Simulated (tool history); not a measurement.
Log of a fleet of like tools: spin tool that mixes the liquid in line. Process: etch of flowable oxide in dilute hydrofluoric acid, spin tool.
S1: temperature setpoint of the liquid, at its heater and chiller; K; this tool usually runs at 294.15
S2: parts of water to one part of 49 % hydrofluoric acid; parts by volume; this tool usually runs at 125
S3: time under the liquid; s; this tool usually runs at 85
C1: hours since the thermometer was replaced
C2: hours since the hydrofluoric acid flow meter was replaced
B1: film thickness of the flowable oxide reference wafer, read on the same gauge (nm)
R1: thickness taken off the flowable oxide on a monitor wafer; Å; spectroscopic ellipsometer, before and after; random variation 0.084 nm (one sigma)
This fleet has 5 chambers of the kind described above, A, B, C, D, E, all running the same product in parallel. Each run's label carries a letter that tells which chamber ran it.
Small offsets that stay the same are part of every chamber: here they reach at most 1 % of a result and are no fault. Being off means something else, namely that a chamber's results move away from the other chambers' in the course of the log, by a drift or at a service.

run	hour	S1	S2	S3	C1	C2	B1	R1
1B	12.5	294.15	125	85	326.3	1597.4	130.01	212.74
2A	21	294.15	125	85	138.2	754	130	215.38
3D	31.6	294.15	125	85	558	1079.8	130.01	212.64
4C	38.5	294.15	125	85	231.4	48.9	129.99	212.44
5E	51.3	294.15	125	85	318.2	68	129.98	213
6A	58.3	294.15	125	85	175.5	791.3	130	215.38
7C	65.1	294.15	125	85	258	75.5	130	213.19
8B	76.8	294.15	125	85	390.6	1661.7	130.01	213.03
9D	88.8	294.15	125	85	615.2	1137	129.98	213.09
10E	98.5	294.15	125	85	365.4	115.2	130.01	215.89
11D	107.9	294.15	125	85	634.3	1156.1	130.01	212.74
12C	116.9	294.15	125	85	309.8	127.3	130.01	211.53
13B	124.2	294.15	125	85	438	1709.1	130.01	213.95
# hour 128.1: chamber B: hydrofluoric acid flow meter replaced
14E	134.9	294.15	125	85	401.8	151.6	129.99	213.87
15A	144.8	294.15	125	85	262	877.8	129.99	215.77
16B	154.5	294.15	125	85	468.3	26.5	130.01	212.38
17D	169.3	294.15	125	85	695.7	1217.5	130.01	213.17
18C	180.1	294.15	125	85	373	190.5	130.01	211.65
19E	188	294.15	125	85	454.9	204.7	130	214.96
20A	201.1	294.15	125	85	318.3	934.1	130	213.29
21B	211.9	294.15	125	85	525.7	83.9	129.99	213.31
22C	224.2	294.15	125	85	417.1	234.6	129.99	211.78
# hour 226: chamber B: thermometer replaced
23D	233.8	294.15	125	85	760.2	1282	130	211.69
24E	247.8	294.15	125	85	514.7	264.5	130	212.44
# hour 252.4: chamber D: thermometer replaced
25A	256.1	294.15	125	85	373.3	989.1	130.01	215.09
26A	267.5	294.15	125	85	384.7	1000.5	129.99	213.92
27D	278.7	294.15	125	85	26.3	1326.9	130.01	212.48
28E	285.7	294.15	125	85	552.6	302.4	130.02	214.38
29C	295.9	294.15	125	85	488.8	306.3	129.99	213.67
30B	309.8	294.15	125	85	83.8	181.8	130	213.08
31D	318.6	294.15	125	85	66.2	1366.8	130.02	213.29
32E	330.6	294.15	125	85	597.5	347.3	130	212.86
33C	345.8	294.15	125	85	538.7	356.2	130.01	210.72

Predict what each chamber gives when all 5 of them run the settings below next.
34A	356.6	294.15	125	120				?
34B	356.6	294.15	125	120				?
34C	356.6	294.15	125	120				?
34D	356.6	294.15	125	120				?
34E	356.6	294.15	125	120				?

run	R1
34A	303.76
34B	300.06
34C	298.49
34D	298.91
34E	302.62

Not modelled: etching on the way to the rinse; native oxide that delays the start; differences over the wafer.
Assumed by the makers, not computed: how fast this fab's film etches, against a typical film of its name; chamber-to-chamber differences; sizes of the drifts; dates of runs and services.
